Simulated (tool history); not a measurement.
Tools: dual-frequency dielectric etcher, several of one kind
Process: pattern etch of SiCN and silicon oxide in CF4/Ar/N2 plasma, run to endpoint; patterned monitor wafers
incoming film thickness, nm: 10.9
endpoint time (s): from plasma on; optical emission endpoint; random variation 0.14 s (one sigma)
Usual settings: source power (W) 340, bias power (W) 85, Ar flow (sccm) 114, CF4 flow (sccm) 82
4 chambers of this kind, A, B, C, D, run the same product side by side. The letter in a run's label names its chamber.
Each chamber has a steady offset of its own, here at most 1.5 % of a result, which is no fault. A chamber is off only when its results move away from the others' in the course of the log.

Run 1B, hour 6.1: usual settings. Result: endpoint time (s) 15.375.
Run 2C, hour 12.5: usual settings. Result: endpoint time (s) 15.305.
Run 3A, hour 16.4: usual settings. Result: endpoint time (s) 15.468.
Run 4D, hour 21.9: usual settings. Result: endpoint time (s) 15.298.
Run 5A, hour 25.8: usual settings. Result: endpoint time (s) 15.502.
Run 6C, hour 29.5: usual settings. Result: endpoint time (s) 15.491.
At hour 34.8: chamber D: wet clean of the chamber.
Run 7D, hour 35.5: usual settings. Result: endpoint time (s) 15.286.
Run 8B, hour 39.3: usual settings. Result: endpoint time (s) 15.145.
Run 9C, hour 46.4: usual settings. Result: endpoint time (s) 15.414.
Run 10A, hour 51.1: usual settings. Result: endpoint time (s) 15.454.
Run 11D, hour 57.7: usual settings. Result: endpoint time (s) 15.155.
Run 12B, hour 61.3: usual settings. Result: endpoint time (s) 15.307.
Run 13D, hour 65.2: usual settings. Result: endpoint time (s) 15.216.
Run 14A, hour 70.2: usual settings. Result: endpoint time (s) 15.414.
Run 15B, hour 75.5: usual settings. Result: endpoint time (s) 15.071.
Run 16C, hour 83.7: usual settings. Result: endpoint time (s) 15.525.
Run 17C, hour 87.7: usual settings. Result: endpoint time (s) 15.33.
Run 18A, hour 91.5: usual settings. Result: endpoint time (s) 15.331.
Run 19D, hour 95.5: usual settings but Ar flow (sccm) 141, CF4 flow (sccm) 65. Result: endpoint time (s) 16.45.
Run 20B, hour 103.5: usual settings but Ar flow (sccm) 141, CF4 flow (sccm) 65. Result: endpoint time (s) 16.054.
Run 21C, hour 109.9: usual settings but Ar flow (sccm) 141, CF4 flow (sccm) 65. Result: endpoint time (s) 16.356.
Run 22A, hour 116.9: usual settings but Ar flow (sccm) 141, CF4 flow (sccm) 65. Result: endpoint time (s) 16.303.
Run 23B, hour 121.2: usual settings. Result: endpoint time (s) 14.946.
Run 24D, hour 128.7: usual settings. Result: endpoint time (s) 15.203.
Run 25A, hour 135.8: usual settings. Result: endpoint time (s) 15.262.
Run 26B, hour 142.5: usual settings. Result: endpoint time (s) 14.991.
Run 27C, hour 150.3: usual settings. Result: endpoint time (s) 15.354.
Run 28D, hour 154.4: usual settings. Result: endpoint time (s) 15.366.
Run 29B, hour 159.9: usual settings. Result: endpoint time (s) 15.096.
Run 30A, hour 164: usual settings. Result: endpoint time (s) 15.188.
Run 31D, hour 168: usual settings. Result: endpoint time (s) 15.043.
Run 32C, hour 171.9: usual settings. Result: endpoint time (s) 15.334.
Run 33C, hour 175.7: usual settings. Result: endpoint time (s) 15.17.
Run 34B, hour 182.3: usual settings. Result: endpoint time (s) 14.753.
Run 35A, hour 190.1: usual settings. Result: endpoint time (s) 15.633.
Run 36D, hour 196.8: usual settings. Result: endpoint time (s) 15.371.

Next, every chamber runs the same settings. What will each give?
Run 37A, hour 202.8: usual settings but CF4 flow (sccm) 98. Result: endpoint time (s) ?.
Run 37B, hour 202.8: usual settings but CF4 flow (sccm) 98. Result: endpoint time (s) ?.
Run 37C, hour 202.8: usual settings but CF4 flow (sccm) 98. Result: endpoint time (s) ?.
Run 37D, hour 202.8: usual settings but CF4 flow (sccm) 98. Result: endpoint time (s) ?.

run  endpoint time (s)
37A             15.146
37B             14.414
37C             14.982
37D             14.763
